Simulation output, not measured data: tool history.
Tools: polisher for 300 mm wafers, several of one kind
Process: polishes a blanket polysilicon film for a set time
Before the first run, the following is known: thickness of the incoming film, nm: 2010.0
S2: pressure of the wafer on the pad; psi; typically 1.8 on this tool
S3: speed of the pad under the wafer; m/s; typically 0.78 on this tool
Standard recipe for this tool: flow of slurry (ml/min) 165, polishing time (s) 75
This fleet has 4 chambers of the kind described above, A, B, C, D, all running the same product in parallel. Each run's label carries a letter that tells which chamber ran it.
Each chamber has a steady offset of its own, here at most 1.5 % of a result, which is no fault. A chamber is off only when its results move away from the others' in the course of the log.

run 1C hour=7.2 | flow_of_slurry_(ml/min)=165 S2=1.8 S3=0.78 polishing_time_(s)=75 | film_removed_(Å)=3091.2
run 2B hour=13.8 | flow_of_slurry_(ml/min)=165 S2=1.8 S3=0.78 polishing_time_(s)=75 | film_removed_(Å)=3106.9
run 3D hour=25.1 | flow_of_slurry_(ml/min)=165 S2=1.8 S3=0.78 polishing_time_(s)=75 | film_removed_(Å)=3085.4
run 4A hour=31.9 | flow_of_slurry_(ml/min)=165 S2=1.8 S3=0.78 polishing_time_(s)=75 | film_removed_(Å)=3031.1
run 5C hour=45.2 | flow_of_slurry_(ml/min)=165 S2=2.2 S3=1.02 polishing_time_(s)=75 | film_removed_(Å)=5002.6
-- hour=47.2 chamber A: worn pad replaced by a new one
-- hour=50.1 chamber D: worn pad replaced by a new one
run 6D hour=55.8 | flow_of_slurry_(ml/min)=165 S2=2.2 S3=1.02 polishing_time_(s)=75 | film_removed_(Å)=4904.8
run 7B hour=63.3 | flow_of_slurry_(ml/min)=165 S2=2.2 S3=1.02 polishing_time_(s)=75 | film_removed_(Å)=4997
run 8A hour=72.3 | flow_of_slurry_(ml/min)=165 S2=2.2 S3=1.02 polishing_time_(s)=75 | film_removed_(Å)=4877.9
run 9C hour=79.5 | flow_of_slurry_(ml/min)=165 S2=1.8 S3=0.78 polishing_time_(s)=75 | film_removed_(Å)=3139.9
-- hour=80.3 chamber D: head pressure recalibrated
run 10D hour=86.3 | flow_of_slurry_(ml/min)=165 S2=1.6 S3=0.96 polishing_time_(s)=75 | film_removed_(Å)=3368.1
run 11B hour=98.7 | flow_of_slurry_(ml/min)=165 S2=1.6 S3=0.96 polishing_time_(s)=75 | film_removed_(Å)=3372.4
run 12A hour=113.1 | flow_of_slurry_(ml/min)=165 S2=1.6 S3=0.96 polishing_time_(s)=75 | film_removed_(Å)=3337.7
run 13D hour=123.4 | flow_of_slurry_(ml/min)=165 S2=1.6 S3=0.96 polishing_time_(s)=75 | film_removed_(Å)=3380.6
run 14A hour=137.1 | flow_of_slurry_(ml/min)=165 S2=1.8 S3=0.78 polishing_time_(s)=75 | film_removed_(Å)=3059.1
run 15C hour=147.1 | flow_of_slurry_(ml/min)=165 S2=1.8 S3=0.78 polishing_time_(s)=75 | film_removed_(Å)=3117.3
-- hour=149.5 chamber C: worn pad replaced by a new one
-- hour=153 chamber A: worn pad replaced by a new one
run 16B hour=157.4 | flow_of_slurry_(ml/min)=165 S2=1.8 S3=0.78 polishing_time_(s)=75 | film_removed_(Å)=3083.4
-- hour=162.8 chamber B: head pressure recalibrated
run 17D hour=168.8 | flow_of_slurry_(ml/min)=165 S2=1.8 S3=0.78 polishing_time_(s)=75 | film_removed_(Å)=3076.9
-- hour=176.3 chamber C: head pressure recalibrated
-- hour=179.7 chamber B: worn pad replaced by a new one
run 18C hour=181.7 | flow_of_slurry_(ml/min)=165 S2=1.8 S3=0.78 polishing_time_(s)=75 | film_removed_(Å)=3124.3
run 19A hour=188.9 | flow_of_slurry_(ml/min)=165 S2=1.3 S3=0.78 polishing_time_(s)=75 | film_removed_(Å)=2196.3
-- hour=192.7 chamber A: slurry nozzle cleaned
run 20B hour=195.7 | flow_of_slurry_(ml/min)=165 S2=1.3 S3=0.78 polishing_time_(s)=75 | film_removed_(Å)=2504.2
-- hour=202.1 chamber D: worn pad replaced by a new one
run 21B hour=202.8 | flow_of_slurry_(ml/min)=165 S2=1.3 S3=0.78 polishing_time_(s)=75 | film_removed_(Å)=2528.7
run 22D hour=216.7 | flow_of_slurry_(ml/min)=165 S2=1.3 S3=0.78 polishing_time_(s)=75 | film_removed_(Å)=2207.7
run 23C hour=225.8 | flow_of_slurry_(ml/min)=165 S2=1.8 S3=0.78 polishing_time_(s)=75 | film_removed_(Å)=3108.3
run 24A hour=235.6 | flow_of_slurry_(ml/min)=165 S2=1.8 S3=0.78 polishing_time_(s)=75 | film_removed_(Å)=3044.8
-- hour=244.8 chamber C: slurry nozzle cleaned
run 25A hour=249.6 | flow_of_slurry_(ml/min)=165 S2=1.8 S3=0.78 polishing_time_(s)=75 | film_removed_(Å)=3070.8
-- hour=257.3 chamber A: worn pad replaced by a new one
run 26B hour=259.8 | flow_of_slurry_(ml/min)=165 S2=1.8 S3=0.78 polishing_time_(s)=75 | film_removed_(Å)=3392.9
run 27C hour=271.2 | flow_of_slurry_(ml/min)=165 S2=1.8 S3=0.78 polishing_time_(s)=75 | film_removed_(Å)=3149.2
run 28D hour=282.9 | flow_of_slurry_(ml/min)=165 S2=1.8 S3=0.78 polishing_time_(s)=75 | film_removed_(Å)=3078.4
run 29B hour=289.6 | flow_of_slurry_(ml/min)=165 S2=1.8 S3=0.78 polishing_time_(s)=75 | film_removed_(Å)=3458.3
run 30C hour=296.9 | flow_of_slurry_(ml/min)=165 S2=1.8 S3=0.78 polishing_time_(s)=75 | film_removed_(Å)=3146.7
-- hour=306.4 chamber A: head pressure recalibrated
run 31A hour=306.6 | flow_of_slurry_(ml/min)=165 S2=1.8 S3=0.78 polishing_time_(s)=75 | film_removed_(Å)=3029

Predict what each chamber gives when all 4 of them run the settings below next.
run 32A hour=317 | flow_of_slurry_(ml/min)=165 S2=2.1 S3=0.78 polishing_time_(s)=75 | film_removed_(Å)=?
run 32B hour=317 | flow_of_slurry_(ml/min)=165 S2=2.1 S3=0.78 polishing_time_(s)=75 | film_removed_(Å)=?
run 32C hour=317 | flow_of_slurry_(ml/min)=165 S2=2.1 S3=0.78 polishing_time_(s)=75 | film_removed_(Å)=?
run 32D hour=317 | flow_of_slurry_(ml/min)=165 S2=2.1 S3=0.78 polishing_time_(s)=75 | film_removed_(Å)=?

run=32A film_removed_(Å)=3618
run=32B film_removed_(Å)=4037.6
run=32C film_removed_(Å)=3667.9
run=32D film_removed_(Å)=3635.3

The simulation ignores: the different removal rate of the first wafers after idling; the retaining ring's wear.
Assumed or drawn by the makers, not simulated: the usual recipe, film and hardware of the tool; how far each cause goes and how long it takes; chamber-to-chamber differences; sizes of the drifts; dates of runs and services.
